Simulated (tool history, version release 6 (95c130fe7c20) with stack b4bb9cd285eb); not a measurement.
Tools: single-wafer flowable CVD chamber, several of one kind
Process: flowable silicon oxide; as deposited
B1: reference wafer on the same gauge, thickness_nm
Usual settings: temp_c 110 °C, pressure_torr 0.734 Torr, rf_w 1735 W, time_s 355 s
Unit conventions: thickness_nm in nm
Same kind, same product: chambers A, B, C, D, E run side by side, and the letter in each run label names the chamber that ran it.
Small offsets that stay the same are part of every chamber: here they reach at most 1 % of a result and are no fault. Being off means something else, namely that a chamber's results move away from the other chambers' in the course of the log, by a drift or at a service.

{"run": "1E", "hour": 3.8, "temp_c": 110, "pressure_torr": 0.734, "rf_w": 1735, "time_s": 355, "B1": 139.05, "thickness_nm": 134.05}
{"run": "2A", "hour": 6.5, "temp_c": 110, "pressure_torr": 0.734, "rf_w": 1735, "time_s": 355, "B1": 139.11, "thickness_nm": 134.22}
{"run": "3B", "hour": 11.7, "temp_c": 110, "pressure_torr": 0.734, "rf_w": 1735, "time_s": 355, "B1": 139.03, "thickness_nm": 132.76}
{"run": "4C", "hour": 15.6, "temp_c": 110, "pressure_torr": 0.734, "rf_w": 1735, "time_s": 355, "B1": 139.07, "thickness_nm": 134.43}
{"run": "5D", "hour": 18.9, "temp_c": 110, "pressure_torr": 0.734, "rf_w": 1485, "time_s": 302, "B1": 139.03, "thickness_nm": 107.23}
{"run": "6A", "hour": 21.8, "temp_c": 110, "pressure_torr": 0.734, "rf_w": 1485, "time_s": 302, "B1": 138.88, "thickness_nm": 108.91}
{"run": "7E", "hour": 27.0, "temp_c": 110, "pressure_torr": 0.734, "rf_w": 1485, "time_s": 302, "B1": 139.12, "thickness_nm": 109.26}
{"run": "8C", "hour": 30.6, "temp_c": 110, "pressure_torr": 0.734, "rf_w": 1485, "time_s": 302, "B1": 138.95, "thickness_nm": 108.86}
{"run": "9B", "hour": 33.5, "temp_c": 110, "pressure_torr": 0.734, "rf_w": 1485, "time_s": 302, "B1": 138.96, "thickness_nm": 107.42}
{"run": "10D", "hour": 37.0, "temp_c": 119, "pressure_torr": 0.734, "rf_w": 1735, "time_s": 355, "B1": 139.04, "thickness_nm": 100.58}
{"run": "11C", "hour": 39.5, "temp_c": 119, "pressure_torr": 0.734, "rf_w": 1735, "time_s": 355, "B1": 138.92, "thickness_nm": 102.09}
{"run": "12E", "hour": 42.0, "temp_c": 119, "pressure_torr": 0.734, "rf_w": 1735, "time_s": 355, "B1": 138.89, "thickness_nm": 101.35}
{"run": "13B", "hour": 45.9, "temp_c": 119, "pressure_torr": 0.734, "rf_w": 1735, "time_s": 355, "B1": 139.03, "thickness_nm": 100.2}
{"run": "14A", "hour": 50.9, "temp_c": 119, "pressure_torr": 0.734, "rf_w": 1735, "time_s": 355, "B1": 138.97, "thickness_nm": 102.34}
{"run": "15D", "hour": 55.0, "temp_c": 110, "pressure_torr": 0.734, "rf_w": 2035, "time_s": 331, "B1": 139.07, "thickness_nm": 128.19}
{"run": "16C", "hour": 60.1, "temp_c": 110, "pressure_torr": 0.734, "rf_w": 2035, "time_s": 331, "B1": 139.12, "thickness_nm": 129}
{"run": "17B", "hour": 63.8, "temp_c": 110, "pressure_torr": 0.734, "rf_w": 2035, "time_s": 331, "B1": 138.93, "thickness_nm": 128.21}
{"run": "18D", "hour": 66.6, "temp_c": 110, "pressure_torr": 0.734, "rf_w": 2035, "time_s": 331, "B1": 139.09, "thickness_nm": 128.01}
{"run": "19A", "hour": 71.3, "temp_c": 110, "pressure_torr": 0.734, "rf_w": 2035, "time_s": 331, "B1": 139.01, "thickness_nm": 130.07}
{"run": "20E", "hour": 75.7, "temp_c": 110, "pressure_torr": 0.734, "rf_w": 1735, "time_s": 355, "B1": 139.04, "thickness_nm": 134.33}
{"run": "21C", "hour": 78.3, "temp_c": 110, "pressure_torr": 0.734, "rf_w": 1735, "time_s": 355, "B1": 138.93, "thickness_nm": 134.63}
{"run": "22E", "hour": 81.2, "temp_c": 110, "pressure_torr": 0.734, "rf_w": 1735, "time_s": 355, "B1": 138.95, "thickness_nm": 133.99}
{"run": "23A", "hour": 85.3, "temp_c": 110, "pressure_torr": 0.734, "rf_w": 1735, "time_s": 355, "B1": 138.95, "thickness_nm": 134.82}
{"run": "24D", "hour": 88.5, "temp_c": 110, "pressure_torr": 0.734, "rf_w": 1735, "time_s": 355, "B1": 139.04, "thickness_nm": 132.19}
{"run": "25B", "hour": 92.7, "temp_c": 110, "pressure_torr": 0.612, "rf_w": 1735, "time_s": 355, "B1": 138.86, "thickness_nm": 103.14}
{"run": "26D", "hour": 96.7, "temp_c": 110, "pressure_torr": 0.612, "rf_w": 1735, "time_s": 355, "B1": 139.11, "thickness_nm": 103.84}
{"run": "27C", "hour": 101.6, "temp_c": 110, "pressure_torr": 0.612, "rf_w": 1735, "time_s": 355, "B1": 138.93, "thickness_nm": 104.75}
{"run": "28A", "hour": 104.7, "temp_c": 110, "pressure_torr": 0.612, "rf_w": 1735, "time_s": 355, "B1": 139.02, "thickness_nm": 104.87}
{"run": "29B", "hour": 107.2, "temp_c": 110, "pressure_torr": 0.612, "rf_w": 1735, "time_s": 355, "B1": 138.88, "thickness_nm": 103.04}
{"run": "30E", "hour": 110.5, "temp_c": 110, "pressure_torr": 0.734, "rf_w": 1735, "time_s": 355, "B1": 138.95, "thickness_nm": 134.6}
{"run": "31C", "hour": 114.6, "temp_c": 110, "pressure_torr": 0.734, "rf_w": 1985, "time_s": 406, "B1": 138.92, "thickness_nm": 158.98}
{"run": "32D", "hour": 118.9, "temp_c": 110, "pressure_torr": 0.734, "rf_w": 1985, "time_s": 406, "B1": 138.99, "thickness_nm": 156.44}
{"run": "33E", "hour": 122.6, "temp_c": 110, "pressure_torr": 0.734, "rf_w": 1985, "time_s": 406, "B1": 138.94, "thickness_nm": 158.07}
{"run": "34A", "hour": 125.3, "temp_c": 110, "pressure_torr": 0.734, "rf_w": 1985, "time_s": 406, "B1": 138.99, "thickness_nm": 159.1}
{"run": "35B", "hour": 129.6, "temp_c": 110, "pressure_torr": 0.734, "rf_w": 1985, "time_s": 406, "B1": 138.92, "thickness_nm": 156.69}
{"run": "36D", "hour": 135.0, "temp_c": 110, "pressure_torr": 0.734, "rf_w": 1735, "time_s": 355, "B1": 138.95, "thickness_nm": 131.94}
{"run": "37C", "hour": 139.9, "temp_c": 110, "pressure_torr": 0.734, "rf_w": 1735, "time_s": 355, "B1": 139.05, "thickness_nm": 134.14}
{"run": "38B", "hour": 143.8, "temp_c": 110, "pressure_torr": 0.734, "rf_w": 1735, "time_s": 355, "B1": 139.04, "thickness_nm": 132.77}
{"run": "39E", "hour": 147.0, "temp_c": 110, "pressure_torr": 0.734, "rf_w": 1735, "time_s": 315, "B1": 139.04, "thickness_nm": 119.14}
{"run": "40A", "hour": 150.8, "temp_c": 110, "pressure_torr": 0.734, "rf_w": 1735, "time_s": 315, "B1": 139, "thickness_nm": 119.59}
{"run": "41C", "hour": 156.0, "temp_c": 110, "pressure_torr": 0.734, "rf_w": 1735, "time_s": 315, "B1": 138.96, "thickness_nm": 118.94}
{"run": "42B", "hour": 158.4, "temp_c": 110, "pressure_torr": 0.734, "rf_w": 1735, "time_s": 315, "B1": 139.06, "thickness_nm": 117.04}
{"run": "43A", "hour": 163.5, "temp_c": 110, "pressure_torr": 0.734, "rf_w": 1735, "time_s": 315, "B1": 138.92, "thickness_nm": 119.57}
{"run": "44E", "hour": 166.9, "temp_c": 110, "pressure_torr": 0.734, "rf_w": 1735, "time_s": 355, "B1": 139, "thickness_nm": 134.37}

Each of the 5 chambers runs these same settings next. Fill in every chamber's results:
{"run": "45A", "hour": 170.9, "temp_c": 110, "pressure_torr": 0.734, "rf_w": 1735, "time_s": 355, "thickness_nm": "?"}
{"run": "45B", "hour": 170.9, "temp_c": 110, "pressure_torr": 0.734, "rf_w": 1735, "time_s": 355, "thickness_nm": "?"}
{"run": "45C", "hour": 170.9, "temp_c": 110, "pressure_torr": 0.734, "rf_w": 1735, "time_s": 355, "thickness_nm": "?"}
{"run": "45D", "hour": 170.9, "temp_c": 110, "pressure_torr": 0.734, "rf_w": 1735, "time_s": 355, "thickness_nm": "?"}
{"run": "45E", "hour": 170.9, "temp_c": 110, "pressure_torr": 0.734, "rf_w": 1735, "time_s": 355, "thickness_nm": "?"}

run=45A thickness_nm=133.44
run=45B thickness_nm=132.98
run=45C thickness_nm=133.88
run=45D thickness_nm=131.46
run=45E thickness_nm=133.67
